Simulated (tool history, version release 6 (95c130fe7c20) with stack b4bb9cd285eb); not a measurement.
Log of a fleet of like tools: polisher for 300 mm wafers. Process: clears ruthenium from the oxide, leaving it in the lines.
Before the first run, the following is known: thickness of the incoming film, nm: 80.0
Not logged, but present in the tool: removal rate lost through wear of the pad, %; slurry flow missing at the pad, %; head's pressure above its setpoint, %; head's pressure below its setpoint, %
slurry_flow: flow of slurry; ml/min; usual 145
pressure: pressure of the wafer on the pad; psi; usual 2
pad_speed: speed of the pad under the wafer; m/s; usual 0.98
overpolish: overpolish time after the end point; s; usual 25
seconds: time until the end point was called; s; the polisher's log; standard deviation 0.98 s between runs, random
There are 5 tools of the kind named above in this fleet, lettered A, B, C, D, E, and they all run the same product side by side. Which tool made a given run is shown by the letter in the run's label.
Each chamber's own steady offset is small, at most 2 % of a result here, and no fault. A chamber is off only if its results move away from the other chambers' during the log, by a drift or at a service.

| run | hour | slurry_flow | pressure | pad_speed | overpolish | wafers polished on this pad | hours since the slurry nozzle was cleaned | hours since the head pressure was calibrated | seconds |
|---|---|---|---|---|---|---|---|---|---|
| 1D | 8 | 145 | 2 | 0.98 | 25 | 649 | 867.4 | 72.7 | 81.345 |
|  | 8.4 | chamber D: slurry nozzle cleaned |
| 2A | 14.9 | 145 | 2 | 0.98 | 25 | 590 | 398.5 | 625.8 | 83.552 |
| 3B | 22.9 | 145 | 2 | 0.98 | 25 | 529 | 759.3 | 530.6 | 82.701 |
| 4E | 28.1 | 145 | 2 | 0.98 | 25 | 704 | 358.7 | 329.6 | 81.473 |
|  | 31.6 | chamber E: worn pad replaced by a new one |
| 5C | 36.7 | 145 | 2 | 0.98 | 25 | 395 | 478.8 | 199 | 82.092 |
|  | 39.5 | chamber D: worn pad replaced by a new one |
| 6D | 41.5 | 145 | 2 | 0.98 | 25 | 16 | 33.1 | 106.2 | 82.907 |
| 7A | 47.8 | 195 | 2 | 0.98 | 25 | 853 | 431.4 | 658.7 | 78.333 |
|  | 54.1 | chamber E: slurry nozzle cleaned |
| 8C | 55.3 | 195 | 2 | 0.98 | 25 | 544 | 497.4 | 217.6 | 78.52 |
| 9E | 62.2 | 195 | 2 | 0.98 | 25 | 245 | 8.2 | 363.7 | 78.932 |
|  | 66.4 | chamber B: worn pad replaced by a new one |
| 10B | 67.1 | 195 | 2 | 0.98 | 25 | 5 | 803.5 | 574.8 | 80.525 |
| 11E | 71.9 | 195 | 2 | 0.98 | 25 | 323 | 17.9 | 373.4 | 79.522 |
| 12D | 80.2 | 145 | 2 | 0.98 | 25 | 326 | 71.8 | 144.9 | 80.484 |
| 13C | 88.6 | 145 | 2 | 0.98 | 25 | 811 | 530.7 | 250.9 | 85.025 |
|  | 92 | chamber B: slurry nozzle cleaned |
|  | 96.8 | chamber C: worn pad replaced by a new one |
| 14A | 97.6 | 145 | 2 | 0.98 | 25 | 1253 | 481.2 | 708.5 | 81.583 |
|  | 98 | chamber C: slurry nozzle cleaned |
|  | 102.5 | chamber E: worn pad replaced by a new one |
| 15B | 105.3 | 145 | 2 | 0.98 | 25 | 312 | 13.4 | 613 | 86.53 |
|  | 106.8 | chamber A: head pressure recalibrated |
| 16B | 111.2 | 145 | 2 | 0.98 | 25 | 359 | 19.3 | 618.9 | 84.795 |
|  | 113 | chamber A: worn pad replaced by a new one |
| 17C | 117.8 | 145 | 2 | 0.98 | 25 | 168 | 19.8 | 280.1 | 83.363 |
| 18E | 126.4 | 145 | 2 | 0.98 | 25 | 192 | 72.4 | 427.9 | 83.108 |
| 19D | 130.4 | 190 | 2.7 | 0.98 | 25 | 729 | 122 | 195.1 | 58.61 |
| 20A | 135.6 | 190 | 2.7 | 0.98 | 25 | 181 | 519.2 | 28.9 | 58.531 |
| 21E | 141.1 | 190 | 2.7 | 0.98 | 25 | 309 | 87.1 | 442.6 | 58.755 |
| 22D | 147.5 | 190 | 2.7 | 0.98 | 25 | 866 | 139.1 | 212.2 | 58.113 |
|  | 147.8 | chamber E: head pressure recalibrated |
|  | 152 | chamber D: worn pad replaced by a new one |
| 23B | 154.8 | 190 | 2.7 | 0.98 | 25 | 709 | 62.9 | 662.5 | 62.428 |
| 24A | 159.3 | 145 | 2 | 0.98 | 25 | 371 | 542.9 | 52.6 | 81.099 |
| 25C | 165.3 | 145 | 2 | 0.98 | 25 | 549 | 67.3 | 327.6 | 82.409 |
| 26E | 170.9 | 145 | 2 | 0.98 | 25 | 549 | 116.9 | 23.2 | 82.535 |
| 27D | 178.1 | 145 | 2 | 0.98 | 25 | 209 | 169.7 | 242.8 | 82.262 |
| 28C | 185.8 | 145 | 2 | 0.98 | 25 | 714 | 87.8 | 348.1 | 81.5 |
|  | 188.1 | chamber B: worn pad replaced by a new one |
|  | 189.5 | chamber C: head pressure recalibrated |
| 29B | 193.5 | 145 | 2 | 0.98 | 25 | 43 | 101.6 | 701.2 | 89.223 |
| 30A | 201 | 145 | 2 | 0.98 | 25 | 706 | 584.6 | 94.3 | 82.274 |
| 31B | 207.2 | 145 | 2 | 0.98 | 25 | 153 | 115.3 | 714.9 | 91.32 |
| 32D | 214.2 | 145 | 2 | 0.98 | 25 | 499 | 205.8 | 278.9 | 82.934 |
|  | 216.7 | chamber C: worn pad replaced by a new one |
| 33A | 218.9 | 145 | 2 | 0.98 | 25 | 849 | 602.5 | 112.2 | 83.596 |
| 34C | 226.8 | 145 | 2 | 0.98 | 25 | 81 | 128.8 | 37.4 | 82.438 |

All chambers now run identical settings, listed one chamber a line with results as question marks. What results will each chamber show?
| 35A | 233.5 | 145 | 2 | 0.98 | 25 |  |  |  | ? |
| 35B | 233.5 | 145 | 2 | 0.98 | 25 |  |  |  | ? |
| 35C | 233.5 | 145 | 2 | 0.98 | 25 |  |  |  | ? |
| 35D | 233.5 | 145 | 2 | 0.98 | 25 |  |  |  | ? |
| 35E | 233.5 | 145 | 2 | 0.98 | 25 |  |  |  | ? |

| run | seconds |
|---|---|
| 35A | 83.021 |
| 35B | 93.785 |
| 35C | 82.161 |
| 35D | 83.41 |
| 35E | 82.978 |
